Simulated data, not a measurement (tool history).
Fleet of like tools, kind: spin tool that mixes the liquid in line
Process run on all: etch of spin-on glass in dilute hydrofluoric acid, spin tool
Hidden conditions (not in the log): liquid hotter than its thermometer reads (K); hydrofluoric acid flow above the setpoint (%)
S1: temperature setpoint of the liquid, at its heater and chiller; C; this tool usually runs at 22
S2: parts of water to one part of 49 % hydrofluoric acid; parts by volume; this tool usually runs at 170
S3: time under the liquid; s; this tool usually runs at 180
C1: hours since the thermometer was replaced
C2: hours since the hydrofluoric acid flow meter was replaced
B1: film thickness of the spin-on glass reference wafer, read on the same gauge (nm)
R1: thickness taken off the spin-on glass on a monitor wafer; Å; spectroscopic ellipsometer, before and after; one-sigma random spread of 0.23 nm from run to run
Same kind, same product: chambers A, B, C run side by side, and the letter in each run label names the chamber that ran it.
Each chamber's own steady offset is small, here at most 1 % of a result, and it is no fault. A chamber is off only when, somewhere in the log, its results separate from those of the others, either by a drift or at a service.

run   hour    S1   S2   S3      C1     C2      B1      R1
 1A    3.1    22  170  180   303.3  290.3  30.001  260.17
 2B    6.3    22  170  180   307.1   43.4  29.981  253.46
 3C    8.9    22  170  180  1968.2   12.5  29.987  249.15
 4B   13.9    22  170  180   314.7     51  29.999  254.67
 5C   18.1    22  170  180  1977.4   21.7  29.983  253.18
 6A   22.4    22  170  180   322.6  309.6  30.001  255.12
 7C     26    22  170  180  1985.3   29.6  30.003  254.99
 8A   30.4    22  250  180   330.6  317.6  30.006  161.34
 9B   33.9    22  250  180   334.7     71      30  160.11
10A   37.1    22  250  180   337.3  324.3  30.027  160.67
11B     41    22  170  180   341.8   78.1  30.004  252.78
12C   45.1    22  170  180  2004.4   48.7   29.98  254.93
13B   50.4    22  170  180   351.2   87.5  29.974   259.4
14A     53  17.5  170  180   353.2  340.2  29.995  214.91
15C   57.9  17.5  170  180  2017.2   61.5  29.987  214.08
16C   60.3  17.5  170  180  2019.6   63.9  29.996  214.05
17B   63.1    22  170  180   363.9  100.2  30.016  255.12
18A     68    22  170  180   368.2  355.2  30.009  258.44
19C   71.3    22  170  180  2030.6   74.9  29.983  251.22
20B   74.5    22  170  180   375.3  111.6  30.009  258.63
21A   79.4    22  170  180   379.6  366.6  29.987  257.29
22A   83.3    22  170  180   383.5  370.5  29.983  259.26
23B   85.8    22  170  180   386.6  122.9   30.01  253.32
24C   88.7    22  170  180    2048   92.3  30.029  253.01
25C   93.6    22  170  180  2052.9   97.2  30.015  253.93
26B   96.7    22  170  180   397.5  133.8  29.988  251.43
27A   99.2    22  170  180   399.4  386.4  30.014  263.19
28B  101.6    22  170  180   402.4  138.7  29.981  252.42
29A  105.8    22  170  180     406    393  30.004  262.59
30C    109    22  170  180  2068.3  112.6  29.995  252.72
31C  112.3    22  170  180  2071.6  115.9  30.013  256.07
32A  116.2    22  170  180   416.4  403.4  29.988  266.72
33B  120.9    22  170  180   421.7    158  30.004  253.54
34B  124.5    22  105  245   425.3  161.6  30.004  605.19
35C  129.5    22  105  245  2088.8  133.1  30.018  607.36
36A  132.5    22  105  245   432.7  419.7  29.972  636.42
37B  135.9    22  170  180   436.7    173  30.002  257.95
38A  140.4    22  170  180   440.6  427.6  30.025   271.8
39C  144.5    22  170  180  2103.8  148.1  30.007  254.13
40C  149.5    22  170  180  2108.8  153.1  29.998  256.05

All 3 chambers run these settings next. Forecast each chamber's results:
41A  153.3  25.5  170  180               ?
41B  153.3  25.5  170  180               ?
41C  153.3  25.5  170  180               ?

run      R1
41A  312.72
41B  292.61
41C  286.35

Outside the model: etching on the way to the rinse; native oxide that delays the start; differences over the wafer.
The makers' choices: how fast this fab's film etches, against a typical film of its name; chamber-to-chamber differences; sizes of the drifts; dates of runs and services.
